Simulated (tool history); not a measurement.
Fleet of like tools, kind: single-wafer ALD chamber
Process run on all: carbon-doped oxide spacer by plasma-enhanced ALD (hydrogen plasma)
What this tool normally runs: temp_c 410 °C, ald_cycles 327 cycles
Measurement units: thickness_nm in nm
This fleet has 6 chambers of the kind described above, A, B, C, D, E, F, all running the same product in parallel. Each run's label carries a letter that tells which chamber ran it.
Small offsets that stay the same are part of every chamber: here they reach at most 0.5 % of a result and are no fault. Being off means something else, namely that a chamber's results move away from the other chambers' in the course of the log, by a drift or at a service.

run,hour,temp_c,ald_cycles,"read-back reference wafer on the same gauge, thickness_nm",thickness_nm
1D,10.4,410,327,16.09,15.854
2F,17.8,410,327,16.098,15.89
3C,27,410,327,16.089,15.783
4E,36.1,410,327,16.087,15.879
5B,41.8,410,327,16.091,15.882
6A,49.2,410,327,16.083,15.851
7A,59.4,396,292,16.076,14.564
8C,66.7,396,292,16.081,14.55
9D,76.5,396,292,16.073,14.606
10B,82.8,396,292,16.069,14.616
11E,90.9,396,292,16.071,14.642
12F,97.6,396,292,16.066,14.575
13F,106.1,415,351,16.061,16.74
14A,114.9,415,351,16.067,16.718
15D,120.3,415,351,16.055,16.762
16B,130.8,415,351,16.059,16.73
17E,136,415,351,16.049,16.755
18C,144.7,415,351,16.048,16.686
19C,149.5,410,327,16.049,15.765
20E,157.8,410,327,16.042,15.859
21A,167.4,410,327,16.042,15.802
22B,177.9,410,327,16.032,15.814
23F,184.1,410,327,16.026,15.815
24D,190.8,410,327,16.029,15.805
25F,195.7,410,327,16.024,15.801
26A,202.2,410,327,16.026,15.79
27B,209.6,410,327,16.03,15.776
28C,218.4,410,327,16.027,15.796
29E,224.4,410,327,16.03,15.812
30D,231.9,410,327,16.022,15.797
31B,236.6,410,327,16.014,15.757
32E,246.6,410,327,16.011,15.831
33A,251.7,410,327,16.006,15.799
34D,257.7,410,327,16.006,15.779
35C,265.4,410,327,16.007,15.727
36F,271.5,410,327,16,15.776

Has any chamber moved away from the others, gradually or after a service, or does the common gauge drift, or do the chambers differ only by their own small steady offsets? State the chamber and the most likely cause if one applies.

It is the gauge, not a chamber: its drift shows up in every chamber's results at once, and no chamber is off.
Cause: gauge reads low (%) = 0.62.
